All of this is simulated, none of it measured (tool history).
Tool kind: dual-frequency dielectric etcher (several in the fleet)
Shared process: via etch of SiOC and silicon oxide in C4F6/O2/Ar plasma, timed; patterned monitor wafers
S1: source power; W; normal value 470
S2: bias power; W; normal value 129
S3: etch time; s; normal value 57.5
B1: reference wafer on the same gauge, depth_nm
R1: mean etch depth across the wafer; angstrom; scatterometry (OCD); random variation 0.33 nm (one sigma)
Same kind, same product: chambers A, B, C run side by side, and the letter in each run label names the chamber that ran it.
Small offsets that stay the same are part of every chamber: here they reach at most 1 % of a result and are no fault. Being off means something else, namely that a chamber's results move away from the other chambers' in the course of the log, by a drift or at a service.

run   hour   S1   S2    S3      B1      R1
 1A    6.8  470  129  57.5  52.316  632.12
 2B   14.0  470  129  57.5  52.308  625.06
 3C   18.9  470  129  57.5  52.288  629.50
 4C   27.0  470  129  57.5  52.316  622.13
      27.5  -- chamber C: wet clean of the chamber
 5B   34.3  570  129  57.5  52.276  679.59
 6A   43.7  570  129  57.5  52.322  673.84
 7A   51.7  570  129  57.5  52.304  678.81
 8C   58.4  470  129  57.5  52.345  626.00
 9B   67.2  470  129  57.5  52.306  628.15
      69.2  -- chamber A: bias power generator calibrated
10B   72.3  470  129  57.5  52.302  629.50
11A   77.8  470  129  57.5  52.315  627.20
12C   86.7  470  129  57.5  52.329  617.73
13A   95.9  470  129  57.5  52.358  627.79
14B  104.4  470  129  57.5  52.312  626.06
15C  113.1  470  129  57.5  52.301  626.49
16B  118.8  560  129  57.5  52.306  669.66
17C  123.4  560  129  57.5  52.257  668.30
18A  129.0  560  129  57.5  52.246  674.94
     134.1  -- chamber B: wet clean of the chamber
19C  138.2  470  129  57.5  52.284  626.18
20B  144.8  470  129  57.5  52.348  659.02
21A  151.7  380  129  64.0  52.325  646.09
22B  157.1  380  129  64.0  52.293  669.71
23A  166.0  380  129  64.0  52.232  645.88
24C  175.1  470  129  57.5  52.331  617.23
25B  181.1  470  129  57.5  52.293  656.28
26A  186.5  470  129  57.5  52.300  628.34
27C  191.9  470  129  57.5  52.241  622.69
28A  197.4  470  129  57.5  52.284  630.05
29B  202.5  470  129  57.5  52.274  657.69
30C  212.1  470  129  57.5  52.348  624.20
31C  218.4  470  129  57.5  52.332  627.69
32B  224.3  470  129  57.5  52.350  648.59
33A  228.9  470  129  57.5  52.315  624.61
34C  236.0  470  129  57.5  52.312  620.67
35A  241.8  470  103  49.0  52.294  505.51
36B  250.0  470  103  49.0  52.274  522.08
37C  254.4  470  103  49.0  52.269  496.52
38B  262.4  470  129  57.5  52.316  653.11
39A  269.9  470  129  57.5  52.267  634.26

Which is it: a chamber that has drifted or been left off by a service, a gauge drift common to all chambers, or only each chamber's usual small offset? If a chamber is off, name it and its likeliest cause.

A service on chamber B put it out of line with the rest.
What lies behind it: etch rate over this chamber's usual, % = 4.43.

Here are 4 candidates for chamber B's next run, each the usual settings with a change, their results left as question marks. Which one brings its results back in line with what the others give on the usual settings?
To be in line, a result may differ from the other chambers' mean on the usual settings by at most: R1 12.00 angstrom
40B-1  276.7  540  143  57.5       ?
40B-2  276.7  480  130  59.5       ?
40B-3  276.7  470  129  52.5       ?
40B-4  276.7  470  129  55.0       ?

On the usual settings, the other chambers give on average: R1 625.78 angstrom
  run      R1
40B-1  711.01
40B-2  682.48
40B-3  595.82
40B-4  624.19
It is 40B-4 that realigns the chamber with its peers.
